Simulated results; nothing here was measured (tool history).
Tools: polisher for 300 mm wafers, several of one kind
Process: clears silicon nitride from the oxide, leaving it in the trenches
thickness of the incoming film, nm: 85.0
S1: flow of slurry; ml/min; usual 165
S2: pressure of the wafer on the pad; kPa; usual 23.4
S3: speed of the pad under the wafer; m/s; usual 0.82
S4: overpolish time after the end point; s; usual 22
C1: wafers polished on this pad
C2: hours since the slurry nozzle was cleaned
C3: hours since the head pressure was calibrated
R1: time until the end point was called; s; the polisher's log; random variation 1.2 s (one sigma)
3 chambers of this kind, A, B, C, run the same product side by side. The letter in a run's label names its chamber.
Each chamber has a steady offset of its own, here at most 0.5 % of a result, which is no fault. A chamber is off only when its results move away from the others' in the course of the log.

run	hour	S1	S2	S3	S4	C1	C2	C3	R1
1B	10.9	165	23.4	0.82	22	498	904.7	1257.2	91.389
2A	19.7	165	23.4	0.82	22	174	114.8	1108.9	90.176
# hour 20.6: chamber B: worn pad replaced by a new one
3C	27.7	165	23.4	0.82	22	596	417.5	90.7	89.817
4B	36.4	165	23.4	0.82	22	139	930.2	1282.7	90.1
5C	48.4	165	23.4	0.82	22	779	438.2	111.4	87.404
6A	57	165	23.4	0.82	22	504	152.1	1146.2	89.025
7A	67.2	165	23.4	0.82	22	594	162.3	1156.4	90.944
8C	78.3	165	29.6	0.82	22	1043	468.1	141.3	72.002
9B	91.6	165	29.6	0.82	22	627	985.4	1337.9	70.443
# hour 95.9: chamber B: slurry nozzle cleaned
# hour 100.1: chamber B: worn pad replaced by a new one
# hour 102.6: chamber A: worn pad replaced by a new one
10B	106.4	165	29.6	0.82	22	55	10.5	1352.7	70.217
11C	118.3	165	23.4	0.82	22	1396	508.1	181.3	92.308
12A	126.9	165	23.4	0.82	22	215	222	1216.1	88.596
13A	134.4	165	23.4	0.82	22	281	229.5	1223.6	89.254
14B	147.1	165	23.4	0.82	22	415	51.2	1393.4	89.724
15C	158.3	165	23.4	0.82	22	1749	548.1	221.3	91.535
16B	166.3	165	23.4	0.82	22	584	70.4	1412.6	89.732
# hour 178.7: chamber B: worn pad replaced by a new one
17A	181.4	165	23.4	0.82	22	696	276.5	1270.6	88.05
18C	190	165	23.4	0.82	22	2029	579.8	253	95.954
19C	204.1	165	23.4	0.82	22	2154	593.9	267.1	95.266
# hour 207.8: chamber A: worn pad replaced by a new one
20A	213.5	165	23.4	0.82	22	51	308.6	1302.7	89.686
21B	223.8	165	23.4	0.82	22	398	127.9	1470.1	88.396
22B	237.1	165	23.4	0.82	22	515	141.2	1483.4	90.375
23C	244	165	23.4	0.82	22	2506	633.8	307	96.093
# hour 247.1: chamber B: worn pad replaced by a new one
24A	251.3	165	23.4	0.82	22	384	346.4	1340.5	88.527
25C	259.3	165	31	0.82	22	2641	649.1	322.3	73.748
26A	267.2	165	31	0.82	22	525	362.3	1356.4	65.287
27B	279.1	165	31	0.82	22	282	183.2	1525.4	66.435
28A	290	165	19.3	1.1	22	726	385.1	1379.2	81.758
29C	297.1	165	19.3	1.1	22	2975	686.9	360.1	92.425

All 3 chambers run these settings next. Forecast each chamber's results:
30A	308	165	23.4	0.82	22				?
30B	308	165	23.4	0.82	22				?
30C	308	165	23.4	0.82	22				?

run	R1
30A	88.365
30B	88.557
30C	101.71
